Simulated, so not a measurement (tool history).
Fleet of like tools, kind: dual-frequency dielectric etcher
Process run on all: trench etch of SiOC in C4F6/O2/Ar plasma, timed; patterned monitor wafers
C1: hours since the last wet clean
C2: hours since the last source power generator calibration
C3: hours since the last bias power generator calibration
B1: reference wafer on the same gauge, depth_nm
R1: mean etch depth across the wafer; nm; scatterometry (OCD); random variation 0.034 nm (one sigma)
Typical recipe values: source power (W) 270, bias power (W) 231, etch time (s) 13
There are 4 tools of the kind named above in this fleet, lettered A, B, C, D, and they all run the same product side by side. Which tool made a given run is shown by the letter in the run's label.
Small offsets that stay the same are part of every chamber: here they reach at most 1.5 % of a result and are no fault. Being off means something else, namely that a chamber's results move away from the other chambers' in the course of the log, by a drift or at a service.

{"run": "1A", "hour": 3.4, "source power (W)": 270, "bias power (W)": 231, "etch time (s)": 13, "C1": 348.9, "C2": 965.8, "C3": 1124.1, "B1": 26.59, "R1": 25.05}
{"run": "2B", "hour": 7.3, "source power (W)": 270, "bias power (W)": 231, "etch time (s)": 13, "C1": 276.5, "C2": 2185.9, "C3": 2455.4, "B1": 26.579, "R1": 25.239}
{"run": "3C", "hour": 11.2, "source power (W)": 270, "bias power (W)": 231, "etch time (s)": 13, "C1": 516.6, "C2": 4097.6, "C3": 1157.6, "B1": 26.583, "R1": 25.109}
{"run": "4D", "hour": 14.3, "source power (W)": 270, "bias power (W)": 231, "etch time (s)": 13, "C1": 634.8, "C2": 566, "C3": 545.3, "B1": 26.569, "R1": 25.453}
{"hour": 15.7, "done": "chamber D: wet clean of the chamber"}
{"run": "5D", "hour": 18.0, "source power (W)": 270, "bias power (W)": 231, "etch time (s)": 13, "C1": 2.3, "C2": 569.7, "C3": 549, "B1": 26.577, "R1": 25.432}
{"run": "6B", "hour": 20.8, "source power (W)": 270, "bias power (W)": 231, "etch time (s)": 13, "C1": 290, "C2": 2199.4, "C3": 2468.9, "B1": 26.575, "R1": 25.219}
{"run": "7A", "hour": 23.1, "source power (W)": 270, "bias power (W)": 283, "etch time (s)": 11, "C1": 368.6, "C2": 985.5, "C3": 1143.8, "B1": 26.57, "R1": 22.711}
{"run": "8C", "hour": 25.7, "source power (W)": 270, "bias power (W)": 283, "etch time (s)": 11, "C1": 531.1, "C2": 4112.1, "C3": 1172.1, "B1": 26.579, "R1": 22.735}
{"run": "9C", "hour": 29.4, "source power (W)": 270, "bias power (W)": 283, "etch time (s)": 11, "C1": 534.8, "C2": 4115.8, "C3": 1175.8, "B1": 26.569, "R1": 22.703}
{"run": "10D", "hour": 33.9, "source power (W)": 270, "bias power (W)": 283, "etch time (s)": 11, "C1": 18.2, "C2": 585.6, "C3": 564.9, "B1": 26.548, "R1": 23.084}
{"run": "11A", "hour": 36.2, "source power (W)": 270, "bias power (W)": 231, "etch time (s)": 13, "C1": 381.7, "C2": 998.6, "C3": 1156.9, "B1": 26.548, "R1": 25.083}
{"hour": 39.7, "done": "chamber C: wet clean of the chamber"}
{"run": "12B", "hour": 40.0, "source power (W)": 270, "bias power (W)": 231, "etch time (s)": 13, "C1": 309.2, "C2": 2218.6, "C3": 2488.1, "B1": 26.542, "R1": 25.204}
{"run": "13A", "hour": 44.3, "source power (W)": 270, "bias power (W)": 231, "etch time (s)": 13, "C1": 389.8, "C2": 1006.7, "C3": 1165, "B1": 26.534, "R1": 24.997}
{"run": "14D", "hour": 46.4, "source power (W)": 270, "bias power (W)": 231, "etch time (s)": 13, "C1": 30.7, "C2": 598.1, "C3": 577.4, "B1": 26.532, "R1": 25.397}
{"run": "15B", "hour": 50.7, "source power (W)": 270, "bias power (W)": 231, "etch time (s)": 13, "C1": 319.9, "C2": 2229.3, "C3": 2498.8, "B1": 26.536, "R1": 25.138}
{"run": "16C", "hour": 55.0, "source power (W)": 270, "bias power (W)": 231, "etch time (s)": 13, "C1": 15.4, "C2": 4141.4, "C3": 1201.4, "B1": 26.528, "R1": 25.035}
{"run": "17A", "hour": 57.8, "source power (W)": 270, "bias power (W)": 282, "etch time (s)": 13, "C1": 403.3, "C2": 1020.2, "C3": 1178.5, "B1": 26.512, "R1": 26.791}
{"run": "18C", "hour": 60.3, "source power (W)": 270, "bias power (W)": 282, "etch time (s)": 13, "C1": 20.7, "C2": 4146.7, "C3": 1206.7, "B1": 26.517, "R1": 26.77}
{"run": "19D", "hour": 63.9, "source power (W)": 270, "bias power (W)": 282, "etch time (s)": 13, "C1": 48.2, "C2": 615.6, "C3": 594.9, "B1": 26.521, "R1": 27.189}
{"run": "20B", "hour": 67.2, "source power (W)": 270, "bias power (W)": 282, "etch time (s)": 13, "C1": 336.4, "C2": 2245.8, "C3": 2515.3, "B1": 26.509, "R1": 26.957}
{"run": "21B", "hour": 70.3, "source power (W)": 270, "bias power (W)": 174, "etch time (s)": 10, "C1": 339.5, "C2": 2248.9, "C3": 2518.4, "B1": 26.5, "R1": 17.55}
{"run": "22D", "hour": 72.7, "source power (W)": 270, "bias power (W)": 174, "etch time (s)": 10, "C1": 57, "C2": 624.4, "C3": 603.7, "B1": 26.499, "R1": 17.767}
{"run": "23A", "hour": 76.7, "source power (W)": 270, "bias power (W)": 174, "etch time (s)": 10, "C1": 422.2, "C2": 1039.1, "C3": 1197.4, "B1": 26.491, "R1": 17.538}
{"run": "24C", "hour": 79.3, "source power (W)": 270, "bias power (W)": 174, "etch time (s)": 10, "C1": 39.7, "C2": 4165.7, "C3": 1225.7, "B1": 26.494, "R1": 17.519}
{"run": "25B", "hour": 82.3, "source power (W)": 270, "bias power (W)": 231, "etch time (s)": 13, "C1": 351.5, "C2": 2260.9, "C3": 2530.4, "B1": 26.486, "R1": 25.177}
{"run": "26C", "hour": 84.8, "source power (W)": 270, "bias power (W)": 231, "etch time (s)": 13, "C1": 45.2, "C2": 4171.2, "C3": 1231.2, "B1": 26.482, "R1": 25.004}
{"run": "27D", "hour": 88.3, "source power (W)": 270, "bias power (W)": 231, "etch time (s)": 13, "C1": 72.6, "C2": 640, "C3": 619.3, "B1": 26.476, "R1": 25.29}
{"run": "28A", "hour": 91.5, "source power (W)": 270, "bias power (W)": 231, "etch time (s)": 13, "C1": 437, "C2": 1053.9, "C3": 1212.2, "B1": 26.475, "R1": 24.967}
{"run": "29D", "hour": 94.3, "source power (W)": 270, "bias power (W)": 231, "etch time (s)": 13, "C1": 78.6, "C2": 646, "C3": 625.3, "B1": 26.468, "R1": 25.326}
{"run": "30C", "hour": 97.9, "source power (W)": 270, "bias power (W)": 231, "etch time (s)": 13, "C1": 58.3, "C2": 4184.3, "C3": 1244.3, "B1": 26.474, "R1": 24.973}
{"run": "31A", "hour": 100.3, "source power (W)": 320, "bias power (W)": 231, "etch time (s)": 11, "C1": 445.8, "C2": 1062.7, "C3": 1221, "B1": 26.463, "R1": 22.514}
{"run": "32B", "hour": 104.9, "source power (W)": 320, "bias power (W)": 231, "etch time (s)": 11, "C1": 374.1, "C2": 2283.5, "C3": 2553, "B1": 26.455, "R1": 22.663}

Which is it: a chamber that has drifted or been left off by a service, a gauge drift common to all chambers, or only each chamber's usual small offset? If a chamber is off, name it and its likeliest cause.

Gauge drift. The chambers move together only on paper, and none stands off.
What lies behind it: gauge reads low (%) = 0.56.
